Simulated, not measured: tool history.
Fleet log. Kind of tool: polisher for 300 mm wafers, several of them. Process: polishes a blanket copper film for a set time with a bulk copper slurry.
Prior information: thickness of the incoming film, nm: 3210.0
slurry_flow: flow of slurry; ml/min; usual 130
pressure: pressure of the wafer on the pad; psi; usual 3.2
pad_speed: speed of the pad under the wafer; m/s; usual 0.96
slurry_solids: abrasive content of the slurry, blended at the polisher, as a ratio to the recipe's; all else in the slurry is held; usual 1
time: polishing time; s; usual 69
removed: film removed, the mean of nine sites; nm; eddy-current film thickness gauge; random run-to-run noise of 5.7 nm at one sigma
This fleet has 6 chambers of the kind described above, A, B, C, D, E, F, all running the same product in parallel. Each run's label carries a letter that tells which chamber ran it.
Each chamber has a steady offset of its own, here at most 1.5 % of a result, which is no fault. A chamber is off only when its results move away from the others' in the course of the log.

| run | day | slurry_flow | pressure | pad_speed | slurry_solids | time | wafers polished on this pad | hours since the slurry nozzle was cleaned | hours since the head pressure was calibrated | hours since the slurry blender was calibrated | removed |
|---|---|---|---|---|---|---|---|---|---|---|---|
|  | 0.267 | chamber C: slurry nozzle cleaned |
| 1F | 0.438 | 130 | 3.2 | 0.96 | 1 | 69 | 239 | 41.5 | 160.1 | 21.6 | 776.38 |
|  | 0.546 | chamber D: worn pad replaced by a new one |
| 2E | 0.662 | 130 | 3.2 | 0.96 | 1 | 69 | 247 | 144 | 208.8 | 187.2 | 783.93 |
| 3A | 0.9 | 130 | 3.2 | 0.96 | 1 | 69 | 427 | 277.5 | 27 | 264.6 | 764.6 |
|  | 1 | chamber D: slurry blender recalibrated |
|  | 1.038 | chamber B: slurry nozzle cleaned |
| 4C | 1.342 | 130 | 3.2 | 0.96 | 1 | 69 | 838 | 25.8 | 207.4 | 95.3 | 777.82 |
| 5B | 1.729 | 130 | 3.2 | 0.96 | 1 | 69 | 813 | 16.7 | 894.8 | 112.1 | 767.48 |
|  | 1.917 | chamber B: worn pad replaced by a new one |
| 6D | 2.004 | 130 | 3.2 | 0.96 | 1 | 69 | 429 | 143.2 | 107.1 | 24.1 | 772.07 |
| 7D | 2.3 | 130 | 3.2 | 0.96 | 1 | 69 | 517 | 150.3 | 114.2 | 31.2 | 781.67 |
| 8E | 2.592 | 130 | 3.2 | 0.96 | 1 | 69 | 816 | 190.3 | 255.1 | 233.5 | 782.7 |
|  | 2.679 | chamber A: slurry nozzle cleaned |
| 9B | 2.825 | 130 | 3.2 | 0.96 | 1 | 69 | 268 | 43 | 921.1 | 138.4 | 771.61 |
| 10A | 3.05 | 130 | 3.2 | 0.96 | 1 | 69 | 1060 | 8.9 | 78.6 | 316.2 | 775.69 |
|  | 3.117 | chamber C: worn pad replaced by a new one |
| 11F | 3.517 | 165 | 3.2 | 0.96 | 0.8 | 69 | 1147 | 115.4 | 234 | 95.5 | 772.45 |
|  | 3.617 | chamber E: worn pad replaced by a new one |
| 12C | 3.738 | 165 | 3.2 | 0.96 | 0.8 | 69 | 183 | 83.3 | 264.9 | 152.8 | 771.94 |
|  | 3.817 | chamber C: slurry blender recalibrated |
|  | 4.033 | chamber D: worn pad replaced by a new one |
| 13B | 4.15 | 165 | 3.2 | 0.96 | 0.8 | 69 | 659 | 74.8 | 952.9 | 170.2 | 759.05 |
|  | 4.292 | chamber F: worn pad replaced by a new one |
|  | 4.421 | chamber A: worn pad replaced by a new one |
| 14F | 4.462 | 165 | 3.2 | 0.96 | 0.8 | 69 | 51 | 138.1 | 256.7 | 118.2 | 766.09 |
|  | 4.475 | chamber A: slurry blender recalibrated |
| 15E | 4.775 | 165 | 3.2 | 0.96 | 0.8 | 69 | 342 | 242.7 | 307.5 | 285.9 | 781.37 |
| 16D | 4.988 | 165 | 3.2 | 0.96 | 0.8 | 69 | 281 | 214.8 | 178.7 | 95.7 | 772.17 |
|  | 5.1 | chamber B: worn pad replaced by a new one |
|  | 5.112 | chamber E: slurry nozzle cleaned |
|  | 5.238 | chamber E: head pressure recalibrated |
|  | 5.396 | chamber D: slurry blender recalibrated |
| 17C | 5.458 | 145 | 2.6 | 0.96 | 1 | 69 | 691 | 124.6 | 306.2 | 39.4 | 642.51 |
| 18A | 5.783 | 145 | 2.6 | 0.96 | 1 | 69 | 402 | 74.5 | 144.2 | 31.5 | 644.41 |
| 19C | 6.017 | 145 | 2.6 | 0.96 | 1 | 69 | 855 | 138 | 319.6 | 52.8 | 635.19 |
|  | 6.079 | chamber F: slurry blender recalibrated |
| 20E | 6.262 | 145 | 2.6 | 0.96 | 1 | 69 | 780 | 27.7 | 24.6 | 321.6 | 642.46 |
| 21A | 6.596 | 145 | 2.6 | 0.96 | 1 | 69 | 641 | 94 | 163.7 | 51 | 643.97 |
|  | 6.633 | chamber B: slurry blender recalibrated |
|  | 7.008 | chamber E: slurry blender recalibrated |
| 22D | 7.008 | 145 | 2.6 | 0.96 | 1 | 69 | 877 | 263.3 | 227.2 | 38.8 | 649.65 |
| 23B | 7.342 | 130 | 3.2 | 0.96 | 1 | 69 | 660 | 151.4 | 1029.5 | 17 | 771.88 |
|  | 7.604 | chamber D: worn pad replaced by a new one |
| 24F | 7.608 | 130 | 3.2 | 0.96 | 1 | 69 | 978 | 213.6 | 332.2 | 36.7 | 775.3 |
|  | 7.658 | chamber E: worn pad replaced by a new one |
| 25A | 7.946 | 130 | 3.2 | 0.72 | 1 | 69 | 1039 | 126.4 | 196.1 | 83.4 | 581.81 |
|  | 8.208 | chamber B: worn pad replaced by a new one |
| 26C | 8.375 | 130 | 3.2 | 0.72 | 1 | 69 | 1550 | 194.6 | 376.2 | 109.4 | 573.92 |
|  | 8.629 | chamber C: worn pad replaced by a new one |
|  | 8.658 | chamber F: worn pad replaced by a new one |
| 27E | 8.712 | 130 | 3.2 | 0.72 | 1 | 69 | 311 | 86.5 | 83.4 | 41 | 581.65 |
|  | 9.054 | chamber C: head pressure recalibrated |
| 28D | 9.067 | 130 | 3.2 | 0.72 | 1 | 69 | 431 | 312.7 | 276.6 | 88.2 | 590.01 |
| 29F | 9.279 | 130 | 3.2 | 0.72 | 1 | 69 | 183 | 253.7 | 372.3 | 76.8 | 586.79 |
| 30B | 9.6 | 130 | 3.2 | 0.72 | 1 | 69 | 411 | 205.6 | 1083.7 | 71.2 | 573.17 |
|  | 9.729 | chamber C: slurry blender recalibrated |
|  | 9.804 | chamber A: worn pad replaced by a new one |
| 31E | 10.008 | 130 | 3.2 | 0.96 | 1 | 69 | 693 | 117.6 | 114.5 | 72.1 | 785.86 |
| 32A | 10.417 | 130 | 3.2 | 0.96 | 1 | 69 | 180 | 185.7 | 255.4 | 142.7 | 778.79 |
|  | 10.492 | chamber D: worn pad replaced by a new one |
|  | 10.667 | chamber D: slurry blender recalibrated |
|  | 10.783 | chamber E: worn pad replaced by a new one |
| 33C | 10.888 | 130 | 3.2 | 0.96 | 1 | 69 | 666 | 254.9 | 44 | 27.9 | 723.01 |
|  | 11.133 | chamber B: worn pad replaced by a new one |
| 34D | 11.279 | 130 | 3.2 | 0.96 | 1 | 69 | 232 | 365.8 | 329.7 | 14.7 | 773.96 |
| 35F | 11.729 | 130 | 3.2 | 0.96 | 1 | 69 | 905 | 312.5 | 431.1 | 135.6 | 777.96 |
| 36B | 11.983 | 130 | 3.2 | 0.96 | 1 | 51 | 251 | 262.8 | 1140.9 | 128.4 | 565.07 |
|  | 12.229 | chamber F: slurry blender recalibrated |
| 37C | 12.417 | 130 | 3.2 | 0.96 | 1 | 51 | 1116 | 291.6 | 80.7 | 64.6 | 536.51 |
| 38A | 12.792 | 130 | 3.2 | 0.96 | 1 | 51 | 880 | 242.7 | 312.4 | 199.7 | 575.38 |
| 39F | 13.108 | 130 | 3.2 | 0.96 | 1 | 51 | 1311 | 345.6 | 464.2 | 21.1 | 579.74 |
|  | 13.171 | chamber D: worn pad replaced by a new one |
| 40E | 13.496 | 130 | 3.2 | 0.96 | 1 | 51 | 800 | 201.3 | 198.2 | 155.8 | 569.82 |
| 41B | 13.762 | 130 | 3.2 | 0.96 | 1 | 51 | 775 | 305.5 | 1183.6 | 171.1 | 566.88 |
| 42D | 14.062 | 130 | 3.2 | 0.96 | 1 | 69 | 263 | 432.6 | 396.5 | 81.5 | 783.61 |
| 43A | 14.4 | 130 | 3.2 | 0.96 | 1 | 69 | 1354 | 281.3 | 351 | 238.3 | 772.07 |

Predict what each chamber gives when all 6 of them run the settings below next.
| 44A | 14.746 | 95 | 3.2 | 0.96 | 1 | 69 |  |  |  |  | ? |
| 44B | 14.746 | 95 | 3.2 | 0.96 | 1 | 69 |  |  |  |  | ? |
| 44C | 14.746 | 95 | 3.2 | 0.96 | 1 | 69 |  |  |  |  | ? |
| 44D | 14.746 | 95 | 3.2 | 0.96 | 1 | 69 |  |  |  |  | ? |
| 44E | 14.746 | 95 | 3.2 | 0.96 | 1 | 69 |  |  |  |  | ? |
| 44F | 14.746 | 95 | 3.2 | 0.96 | 1 | 69 |  |  |  |  | ? |

| run | removed |
|---|---|
| 44A | 709.79 |
| 44B | 715.92 |
| 44C | 667.95 |
| 44D | 731.87 |
| 44E | 717.85 |
| 44F | 716.86 |
